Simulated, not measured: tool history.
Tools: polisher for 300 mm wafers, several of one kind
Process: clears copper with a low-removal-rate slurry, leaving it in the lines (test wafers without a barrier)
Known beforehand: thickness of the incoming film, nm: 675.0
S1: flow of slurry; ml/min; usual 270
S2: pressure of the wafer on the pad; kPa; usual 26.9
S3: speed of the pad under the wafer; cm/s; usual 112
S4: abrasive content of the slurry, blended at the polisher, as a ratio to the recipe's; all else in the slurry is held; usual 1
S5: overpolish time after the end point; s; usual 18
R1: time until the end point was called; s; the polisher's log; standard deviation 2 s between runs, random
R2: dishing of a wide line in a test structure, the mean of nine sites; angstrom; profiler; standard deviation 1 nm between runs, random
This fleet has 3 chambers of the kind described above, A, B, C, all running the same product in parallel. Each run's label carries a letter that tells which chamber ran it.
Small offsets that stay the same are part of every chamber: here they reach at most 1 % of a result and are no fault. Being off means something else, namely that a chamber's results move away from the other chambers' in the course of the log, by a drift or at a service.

At hour 1.7: chamber C: slurry nozzle cleaned.
Run 1B, hour 3.7: usual settings. Result: R1 129.81 s, R2 458.58 angstrom.
Run 2C, hour 9.5: usual settings. Result: R1 131.7 s, R2 446.32 angstrom.
At hour 9.9: chamber A: worn pad replaced by a new one.
At hour 11: chamber B: worn pad replaced by a new one.
Run 3A, hour 15.8: usual settings. Result: R1 133.6 s, R2 464.67 angstrom.
At hour 17.4: chamber A: slurry blender recalibrated.
Run 4A, hour 21.6: usual settings. Result: R1 130.65 s, R2 435.56 angstrom.
Run 5C, hour 27.3: usual settings but S4 0.75. Result: R1 140.14 s, R2 452.08 angstrom.
At hour 31.8: chamber A: slurry nozzle cleaned.
Run 6B, hour 32.1: usual settings but S4 0.75. Result: R1 136.39 s, R2 438.82 angstrom.
Run 7C, hour 36.8: usual settings but S4 0.75. Result: R1 136.84 s, R2 435.32 angstrom.
Run 8B, hour 43.9: usual settings but S2 33.1 kPa. Result: R1 103.85 s, R2 517.89 angstrom.
Run 9A, hour 47.2: usual settings but S2 33.1 kPa. Result: R1 106.06 s, R2 515.57 angstrom.
Run 10A, hour 51.9: usual settings but S2 33.1 kPa. Result: R1 107.25 s, R2 499.69 angstrom.
At hour 53.1: chamber C: worn pad replaced by a new one.
Run 11C, hour 57.5: usual settings. Result: R1 131.82 s, R2 439.73 angstrom.
Run 12B, hour 64.8: usual settings. Result: R1 129.33 s, R2 455.78 angstrom.
Run 13C, hour 72: usual settings. Result: R1 128.29 s, R2 452.65 angstrom.
At hour 75.9: chamber A: worn pad replaced by a new one.
Run 14B, hour 76: usual settings. Result: R1 129.3 s, R2 457.96 angstrom.
Run 15A, hour 82.1: usual settings but S1 185 ml/min, S3 82 cm/s. Result: R1 183.96 s, R2 362.92 angstrom.
Run 16C, hour 86.6: usual settings but S1 185 ml/min, S3 82 cm/s. Result: R1 187.58 s, R2 366.89 angstrom.
Run 17B, hour 90.6: usual settings but S1 185 ml/min, S3 82 cm/s. Result: R1 180.8 s, R2 370.92 angstrom.
Run 18A, hour 96: usual settings. Result: R1 130.87 s, R2 449.78 angstrom.
At hour 98: chamber C: head pressure recalibrated.
Run 19B, hour 101.9: usual settings. Result: R1 124.39 s, R2 461.15 angstrom.
Run 20C, hour 108.3: usual settings. Result: R1 148.08 s, R2 411.59 angstrom.
Run 21A, hour 114.6: usual settings. Result: R1 132.15 s, R2 442.69 angstrom.
At hour 120.5: chamber B: worn pad replaced by a new one.
Run 22C, hour 120.7: usual settings. Result: R1 148.07 s, R2 417.23 angstrom.
Run 23B, hour 125: usual settings but S3 144 cm/s. Result: R1 100.13 s, R2 525.49 angstrom.
At hour 128.3: chamber A: slurry blender recalibrated.
Run 24A, hour 130.2: usual settings but S3 144 cm/s. Result: R1 101.33 s, R2 521.08 angstrom.
At hour 131.9: chamber C: worn pad replaced by a new one.
Run 25C, hour 137.3: usual settings but S3 144 cm/s. Result: R1 112.91 s, R2 485.92 angstrom.
Run 26B, hour 143.7: usual settings. Result: R1 131.77 s, R2 460.47 angstrom.
At hour 145.9: chamber A: worn pad replaced by a new one.
Run 27A, hour 147: usual settings. Result: R1 129.4 s, R2 466 angstrom.
Run 28A, hour 154.2: usual settings but S2 32.4 kPa. Result: R1 110.77 s, R2 504.65 angstrom.
Run 29B, hour 160.6: usual settings but S2 32.4 kPa. Result: R1 103.76 s, R2 498.77 angstrom.
Run 30C, hour 165.3: usual settings but S2 32.4 kPa. Result: R1 126.26 s, R2 462.76 angstrom.
Run 31B, hour 168.5: usual settings. Result: R1 129.58 s, R2 462.68 angstrom.
Run 32C, hour 175.1: usual settings. Result: R1 145.95 s, R2 424.61 angstrom.
Run 33A, hour 180.4: usual settings. Result: R1 133.85 s, R2 447.15 angstrom.
At hour 184.2: chamber A: head pressure recalibrated.
Run 34A, hour 184.2: usual settings. Result: R1 126.44 s, R2 459.16 angstrom.
Run 35C, hour 191: usual settings. Result: R1 150.67 s, R2 417.6 angstrom.

Is one chamber off against the others, does the gauge drift, or is nothing wrong? If a chamber is off, say which, and what the likeliest cause is.

After it was serviced, chamber C no longer matches the other chambers.
Cause: head's pressure below its setpoint, % = 11.7.

Here are 4 candidates for chamber C's next run, each the usual settings with a change, their results left as question marks. Which one brings its results back in line with what the others give on the usual settings?
Allowed miss from the other chambers' usual-settings mean, per result, to count as in line: R1 7.2 s; R2 36 angstrom
Run 36C-1, hour 196.2: usual settings but S1 265 ml/min, S2 23.4 kPa, S3 98 cm/s. Result: R1 ?, R2 ?.
Run 36C-2, hour 196.2: usual settings but S2 29 kPa, S3 120 cm/s, S5 19 s. Result: R1 ?, R2 ?.
Run 36C-3, hour 196.2: usual settings but S2 25.5 kPa, S3 106 cm/s. Result: R1 ?, R2 ?.
Run 36C-4, hour 196.2: usual settings but S1 275 ml/min, S2 31 kPa, S3 128 cm/s, S5 19 s. Result: R1 ?, R2 ?.

Mean of the other chambers on the usual settings: R1 131.08 s; R2 454.23 angstrom
  run      R1      R2
36C-1  197.25  351.69
36C-2  129.88  472.21
36C-3  167.12  393.16
36C-4  113.38  507.59
36C-2 puts the chamber back in line with the other chambers.
